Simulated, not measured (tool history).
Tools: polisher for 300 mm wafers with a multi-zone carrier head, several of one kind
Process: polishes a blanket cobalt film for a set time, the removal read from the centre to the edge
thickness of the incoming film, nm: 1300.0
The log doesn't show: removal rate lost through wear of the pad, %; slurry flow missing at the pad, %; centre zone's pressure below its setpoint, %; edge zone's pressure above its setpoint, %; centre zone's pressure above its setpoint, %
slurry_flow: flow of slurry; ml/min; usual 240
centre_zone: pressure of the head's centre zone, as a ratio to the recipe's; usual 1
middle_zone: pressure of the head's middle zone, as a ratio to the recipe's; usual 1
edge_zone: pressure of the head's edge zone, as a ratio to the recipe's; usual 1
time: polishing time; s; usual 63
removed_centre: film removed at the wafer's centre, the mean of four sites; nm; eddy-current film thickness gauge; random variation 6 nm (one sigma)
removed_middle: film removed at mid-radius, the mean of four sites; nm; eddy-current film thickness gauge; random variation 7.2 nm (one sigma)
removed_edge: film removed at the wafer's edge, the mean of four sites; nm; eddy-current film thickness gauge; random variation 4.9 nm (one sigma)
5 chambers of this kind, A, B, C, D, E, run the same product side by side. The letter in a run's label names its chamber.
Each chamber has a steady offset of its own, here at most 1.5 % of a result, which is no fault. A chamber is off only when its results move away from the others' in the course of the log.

run,hour,slurry_flow,centre_zone,middle_zone,edge_zone,time,wafers polished on this pad,hours since the slurry nozzle was cleaned,hours since the centre zone pressure was calibrated,hours since the edge zone pressure was calibrated,removed_centre,removed_middle,removed_edge
1E,5.9,240,1,1,1,63,295,89.6,732.7,690.4,501.63,520.7,508.32
2C,11.2,240,1,1,1,63,153,428.5,598.5,156.7,512.95,518.38,508.22
3B,19.3,240,1,1,1,63,840,140,413.3,123.8,512.39,513.96,504.57
4A,25.5,240,1,1,1,63,273,584.9,439.6,240.9,502.07,511.06,509.48
5D,34.1,240,1,1,1,63,1049,95.2,228.1,166.7,506.99,509.64,516.08
6E,40.4,240,1,1,1,63,562,124.1,767.2,724.9,508.95,517.25,505.48
7B,49,240,1,1,1,63,1070,169.7,443,153.5,514.65,505.31,502.5
# hour 51.3: chamber D: worn pad replaced by a new one
8D,53.9,240,1,1,1,63,20,115,247.9,186.5,514.77,511.63,512.33
# hour 56.4: chamber B: worn pad replaced by a new one
9A,62.1,180,1,1,1,77,557,621.5,476.2,277.5,590.1,609.63,605.24
10C,69.1,180,1,1,1,77,602,486.4,656.4,214.6,610.88,596.75,605.89
11E,74.7,180,1,1,1,77,828,158.4,801.5,759.2,583.69,602.92,611.07
12C,81.1,180,1,1,1,77,695,498.4,668.4,226.6,596.41,585.81,604.09
13B,85.4,180,1,1,1,77,225,206.1,479.4,189.9,589.31,607.84,586.57
# hour 89.4: chamber A: worn pad replaced by a new one
14A,94.6,240,0.94,1,0.92,63,40,654,508.7,310,475.05,498.22,490.15
15D,100.8,240,0.94,1,0.92,63,384,161.9,294.8,233.4,475.08,503.06,487.13
# hour 105: chamber E: worn pad replaced by a new one
16D,107.3,240,0.94,1,0.92,63,434,168.4,301.3,239.9,474.1,499.31,490.24
17E,111.5,240,0.94,1,0.92,63,50,195.2,838.3,796,484.07,526.97,495.18
18C,120.3,240,0.94,1,0.92,63,999,537.6,707.6,265.8,480.58,497.07,473.14
19A,126,240,0.89,1,1,71,284,685.4,540.1,341.4,504.2,572.33,575.69
20B,131.9,240,0.89,1,1,71,585,252.6,525.9,236.4,515.7,584.37,574.38
21B,141.2,240,0.89,1,1,71,658,261.9,535.2,245.7,498.76,581.2,564.52
22A,149.5,240,0.89,1,1,71,466,708.9,563.6,364.9,497.61,570.69,576.35
23D,156.5,240,0.89,1,1,71,815,217.6,350.5,289.1,511.2,567.83,579.7
24C,162.9,240,1,1,1,63,1329,580.2,750.2,308.4,507.02,504.37,499.62
# hour 166.1: chamber C: worn pad replaced by a new one
25E,167.5,240,1,1,1,63,485,251.2,894.3,852,493.23,512.54,509.48
# hour 174.1: chamber A: centre zone pressure recalibrated
26E,176.4,240,1,1,1,63,554,260.1,903.2,860.9,498.98,497.3,514.04
# hour 180.4: chamber A: slurry nozzle cleaned
# hour 182.8: chamber B: worn pad replaced by a new one
27C,182.9,240,1,1,1,63,130,600.2,770.2,328.4,515.29,499.79,510.36
# hour 189: chamber C: centre zone pressure recalibrated
# hour 190.6: chamber A: worn pad replaced by a new one
28D,192.2,240,1,1,1,63,1092,253.3,386.2,324.8,506.54,496.38,509.41
29B,197.1,240,1,1,1,63,111,317.8,591.1,301.6,507.22,517.71,499.86
30A,202.6,240,1,1,1,63,93,22.2,28.5,418,462.56,520.4,508.22
# hour 205.6: chamber D: worn pad replaced by a new one
# hour 207: chamber D: slurry nozzle cleaned
31C,210.4,240,1,0.92,1,51,344,627.7,21.4,355.9,413.04,369.81,407.73
32A,216,240,1,0.92,1,51,197,35.6,41.9,431.4,381.81,375.22,414.51
33E,223.1,240,1,0.92,1,51,916,306.8,949.9,907.6,418.97,380.03,410.59
34B,228.7,240,1,0.92,1,51,356,349.4,622.7,333.2,415.4,382.37,412.26
# hour 230.3: chamber E: edge zone pressure recalibrated
35D,236.4,240,1,0.92,1,51,239,29.5,430.4,369,405.17,379.1,409.34
36C,241.7,240,1,1,1,63,586,659,52.7,387.2,510.1,505.31,497.69
37E,246.9,240,1,1,1,63,1100,330.6,973.7,16.6,511.69,505.74,514.33
# hour 252.1: chamber E: worn pad replaced by a new one
38A,253.8,240,1,1,1,63,490,73.4,79.7,469.2,468.04,522.09,515.11
39D,263.2,240,1,1,1,63,446,56.3,457.2,395.8,516.92,506.59,513.84
40B,270.7,240,1,1,1,63,682,391.4,664.7,375.2,505.7,507.01,495.15
41C,279,240,1,1,1,63,876,696.3,90,424.5,498.23,507.64,499.03
42E,283.4,240,1,1,0.93,63,242,367.1,1010.2,53.1,500,514.98,489.35

Is one chamber off against the others, does the gauge drift, or is nothing wrong? If a chamber is off, say which, and what the likeliest cause is.

A service left chamber A off against the others.
Cause: centre zone's pressure below its setpoint, % = 8.16.

Here are 4 candidates for chamber A's next run, each the usual settings with a change, their results left as question marks. Which one brings its results back in line with what the others give on the usual settings?
In line means no further than this from the other chambers' mean on the usual settings: removed_centre 21 nm; removed_middle 25 nm; removed_edge 17 nm
43A-1,290.1,230,0.87,1.02,1.05,63,,,,,?,?,?
43A-2,290.1,250,1.14,0.98,0.95,64,,,,,?,?,?
43A-3,290.1,235,0.92,1.01,1.03,63,,,,,?,?,?
43A-4,290.1,245,1.08,0.99,0.97,63,,,,,?,?,?

The other chambers' mean on the usual settings: removed_centre 509.6 nm; removed_middle 506.67 nm; removed_edge 506.53 nm
run,removed_centre,removed_middle,removed_edge
43A-1,395.04,515.22,522.92
43A-2,547.67,508.8,507.82
43A-3,421.86,511.78,518.62
43A-4,506.77,504.53,504.38
43A-4 brings the chamber back in line.
